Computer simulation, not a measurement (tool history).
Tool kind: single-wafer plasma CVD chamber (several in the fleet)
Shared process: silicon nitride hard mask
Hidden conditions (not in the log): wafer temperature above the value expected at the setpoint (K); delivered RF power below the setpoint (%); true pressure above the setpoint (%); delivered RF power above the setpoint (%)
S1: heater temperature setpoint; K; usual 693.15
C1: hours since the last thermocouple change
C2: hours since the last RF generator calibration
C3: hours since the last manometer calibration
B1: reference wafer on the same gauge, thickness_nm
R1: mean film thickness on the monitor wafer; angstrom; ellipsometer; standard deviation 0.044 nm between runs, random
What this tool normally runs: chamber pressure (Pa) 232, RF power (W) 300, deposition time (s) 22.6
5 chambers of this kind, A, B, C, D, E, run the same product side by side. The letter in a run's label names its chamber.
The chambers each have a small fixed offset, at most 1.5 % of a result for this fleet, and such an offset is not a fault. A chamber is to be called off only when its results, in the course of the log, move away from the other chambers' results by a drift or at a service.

run 1C day=0.171 | S1=693.15 chamber_pressure_(Pa)=232 RF_power_(W)=300 deposition_time_(s)=22.6 | C1=1648.6 C2=121.5 C3=2960.7 | B1=26.494 | R1=266.92
run 2A day=0.308 | S1=693.15 chamber_pressure_(Pa)=232 RF_power_(W)=300 deposition_time_(s)=22.6 | C1=331.7 C2=806.5 C3=2512.7 | B1=26.506 | R1=261.82
run 3D day=0.421 | S1=693.15 chamber_pressure_(Pa)=232 RF_power_(W)=300 deposition_time_(s)=22.6 | C1=1349.2 C2=1268.6 C3=1129.5 | B1=26.512 | R1=264.44
-- day=0.479 chamber A: capacitance manometer re-zeroed and calibrated
run 4E day=0.554 | S1=693.15 chamber_pressure_(Pa)=232 RF_power_(W)=300 deposition_time_(s)=22.6 | C1=1905.9 C2=906.1 C3=1363.5 | B1=26.516 | R1=260.85
run 5B day=0.683 | S1=693.15 chamber_pressure_(Pa)=232 RF_power_(W)=300 deposition_time_(s)=22.6 | C1=1356.6 C2=1667.6 C3=1139.6 | B1=26.513 | R1=266.09
run 6D day=0.783 | S1=693.15 chamber_pressure_(Pa)=232 RF_power_(W)=300 deposition_time_(s)=22.6 | C1=1357.9 C2=1277.3 C3=1138.2 | B1=26.533 | R1=264.32
run 7B day=0.979 | S1=693.15 chamber_pressure_(Pa)=232 RF_power_(W)=300 deposition_time_(s)=22.6 | C1=1363.7 C2=1674.7 C3=1146.7 | B1=26.528 | R1=266.67
run 8A day=1.112 | S1=693.15 chamber_pressure_(Pa)=232 RF_power_(W)=300 deposition_time_(s)=22.6 | C1=351.0 C2=825.8 C3=15.2 | B1=26.528 | R1=261.26
run 9E day=1.325 | S1=693.15 chamber_pressure_(Pa)=232 RF_power_(W)=300 deposition_time_(s)=22.6 | C1=1924.4 C2=924.6 C3=1382.0 | B1=26.546 | R1=261.94
run 10C day=1.496 | S1=693.15 chamber_pressure_(Pa)=232 RF_power_(W)=300 deposition_time_(s)=22.6 | C1=1680.4 C2=153.3 C3=2992.5 | B1=26.548 | R1=267.28
run 11C day=1.675 | S1=693.15 chamber_pressure_(Pa)=232 RF_power_(W)=300 deposition_time_(s)=22.6 | C1=1684.7 C2=157.6 C3=2996.8 | B1=26.540 | R1=266.94
run 12E day=1.842 | S1=703.15 chamber_pressure_(Pa)=232 RF_power_(W)=300 deposition_time_(s)=22.6 | C1=1936.8 C2=937.0 C3=1394.4 | B1=26.559 | R1=260.17
run 13D day=1.938 | S1=703.15 chamber_pressure_(Pa)=232 RF_power_(W)=300 deposition_time_(s)=22.6 | C1=1385.6 C2=1305.0 C3=1165.9 | B1=26.558 | R1=263.70
run 14A day=2.075 | S1=703.15 chamber_pressure_(Pa)=232 RF_power_(W)=300 deposition_time_(s)=22.6 | C1=374.1 C2=848.9 C3=38.3 | B1=26.558 | R1=260.32
run 15B day=2.188 | S1=703.15 chamber_pressure_(Pa)=232 RF_power_(W)=300 deposition_time_(s)=22.6 | C1=1392.7 C2=1703.7 C3=1175.7 | B1=26.558 | R1=265.92
run 16D day=2.400 | S1=703.15 chamber_pressure_(Pa)=232 RF_power_(W)=300 deposition_time_(s)=22.6 | C1=1396.7 C2=1316.1 C3=1177.0 | B1=26.569 | R1=264.14
run 17B day=2.525 | S1=693.15 chamber_pressure_(Pa)=232 RF_power_(W)=300 deposition_time_(s)=22.6 | C1=1400.8 C2=1711.8 C3=1183.8 | B1=26.574 | R1=267.26
run 18A day=2.696 | S1=684.15 chamber_pressure_(Pa)=232 RF_power_(W)=300 deposition_time_(s)=25.7 | C1=389.0 C2=863.8 C3=53.2 | B1=26.583 | R1=299.14
run 19C day=2.833 | S1=684.15 chamber_pressure_(Pa)=232 RF_power_(W)=300 deposition_time_(s)=25.7 | C1=1712.5 C2=185.4 C3=3024.6 | B1=26.581 | R1=304.42
run 20E day=3.050 | S1=684.15 chamber_pressure_(Pa)=232 RF_power_(W)=300 deposition_time_(s)=25.7 | C1=1965.8 C2=966.0 C3=1423.4 | B1=26.584 | R1=299.93
run 21E day=3.162 | S1=684.15 chamber_pressure_(Pa)=232 RF_power_(W)=300 deposition_time_(s)=25.7 | C1=1968.5 C2=968.7 C3=1426.1 | B1=26.590 | R1=299.21
run 22C day=3.383 | S1=684.15 chamber_pressure_(Pa)=232 RF_power_(W)=300 deposition_time_(s)=25.7 | C1=1725.7 C2=198.6 C3=3037.8 | B1=26.607 | R1=305.38
run 23D day=3.546 | S1=693.15 chamber_pressure_(Pa)=232 RF_power_(W)=300 deposition_time_(s)=22.6 | C1=1424.2 C2=1343.6 C3=1204.5 | B1=26.597 | R1=264.94
run 24B day=3.642 | S1=693.15 chamber_pressure_(Pa)=232 RF_power_(W)=300 deposition_time_(s)=22.6 | C1=1427.6 C2=1738.6 C3=1210.6 | B1=26.603 | R1=266.83
run 25A day=3.862 | S1=693.15 chamber_pressure_(Pa)=232 RF_power_(W)=300 deposition_time_(s)=22.6 | C1=417.0 C2=891.8 C3=81.2 | B1=26.611 | R1=262.76
-- day=3.929 chamber C: capacitance manometer re-zeroed and calibrated
run 26B day=3.962 | S1=693.15 chamber_pressure_(Pa)=232 RF_power_(W)=300 deposition_time_(s)=22.6 | C1=1435.3 C2=1746.3 C3=1218.3 | B1=26.615 | R1=267.01
run 27C day=4.175 | S1=693.15 chamber_pressure_(Pa)=232 RF_power_(W)=270 deposition_time_(s)=22.6 | C1=1744.7 C2=217.6 C3=6.0 | B1=26.615 | R1=248.44
run 28D day=4.317 | S1=693.15 chamber_pressure_(Pa)=232 RF_power_(W)=270 deposition_time_(s)=22.6 | C1=1442.7 C2=1362.1 C3=1223.0 | B1=26.625 | R1=247.44
run 29E day=4.412 | S1=693.15 chamber_pressure_(Pa)=232 RF_power_(W)=270 deposition_time_(s)=22.6 | C1=1998.5 C2=998.7 C3=1456.1 | B1=26.635 | R1=244.74
run 30A day=4.550 | S1=693.15 chamber_pressure_(Pa)=232 RF_power_(W)=270 deposition_time_(s)=22.6 | C1=433.5 C2=908.3 C3=97.7 | B1=26.636 | R1=244.09
run 31E day=4.688 | S1=693.15 chamber_pressure_(Pa)=232 RF_power_(W)=270 deposition_time_(s)=22.6 | C1=2005.1 C2=1005.3 C3=1462.7 | B1=26.650 | R1=245.05
run 32C day=4.879 | S1=704.15 chamber_pressure_(Pa)=232 RF_power_(W)=300 deposition_time_(s)=22.6 | C1=1761.6 C2=234.5 C3=22.9 | B1=26.638 | R1=265.99
run 33A day=4.996 | S1=704.15 chamber_pressure_(Pa)=232 RF_power_(W)=300 deposition_time_(s)=22.6 | C1=444.2 C2=919.0 C3=108.4 | B1=26.639 | R1=261.63
run 34D day=5.146 | S1=704.15 chamber_pressure_(Pa)=232 RF_power_(W)=300 deposition_time_(s)=22.6 | C1=1462.6 C2=1382.0 C3=1242.9 | B1=26.641 | R1=265.47
run 35B day=5.317 | S1=704.15 chamber_pressure_(Pa)=232 RF_power_(W)=300 deposition_time_(s)=22.6 | C1=1467.8 C2=1778.8 C3=1250.8 | B1=26.659 | R1=267.09
run 36D day=5.462 | S1=704.15 chamber_pressure_(Pa)=232 RF_power_(W)=300 deposition_time_(s)=22.6 | C1=1470.2 C2=1389.6 C3=1250.5 | B1=26.658 | R1=264.35
run 37B day=5.617 | S1=693.15 chamber_pressure_(Pa)=187 RF_power_(W)=300 deposition_time_(s)=22.6 | C1=1475.0 C2=1786.0 C3=1258.0 | B1=26.646 | R1=251.71
run 38C day=5.771 | S1=693.15 chamber_pressure_(Pa)=187 RF_power_(W)=300 deposition_time_(s)=22.6 | C1=1783.0 C2=255.9 C3=44.3 | B1=26.669 | R1=252.15
run 39A day=5.904 | S1=693.15 chamber_pressure_(Pa)=187 RF_power_(W)=300 deposition_time_(s)=22.6 | C1=466.0 C2=940.8 C3=130.2 | B1=26.676 | R1=247.51
run 40E day=6.067 | S1=693.15 chamber_pressure_(Pa)=187 RF_power_(W)=300 deposition_time_(s)=22.6 | C1=2038.2 C2=1038.4 C3=1495.8 | B1=26.676 | R1=247.16

Next, every chamber runs the same settings. What will each give?
run 41A day=6.225 | S1=708.15 chamber_pressure_(Pa)=232 RF_power_(W)=300 deposition_time_(s)=22.6 | R1=?
run 41B day=6.225 | S1=708.15 chamber_pressure_(Pa)=232 RF_power_(W)=300 deposition_time_(s)=22.6 | R1=?
run 41C day=6.225 | S1=708.15 chamber_pressure_(Pa)=232 RF_power_(W)=300 deposition_time_(s)=22.6 | R1=?
run 41D day=6.225 | S1=708.15 chamber_pressure_(Pa)=232 RF_power_(W)=300 deposition_time_(s)=22.6 | R1=?
run 41E day=6.225 | S1=708.15 chamber_pressure_(Pa)=232 RF_power_(W)=300 deposition_time_(s)=22.6 | R1=?

run=41A R1=261.35
run=41B R1=266.43
run=41C R1=265.47
run=41D R1=264.58
run=41E R1=261.78
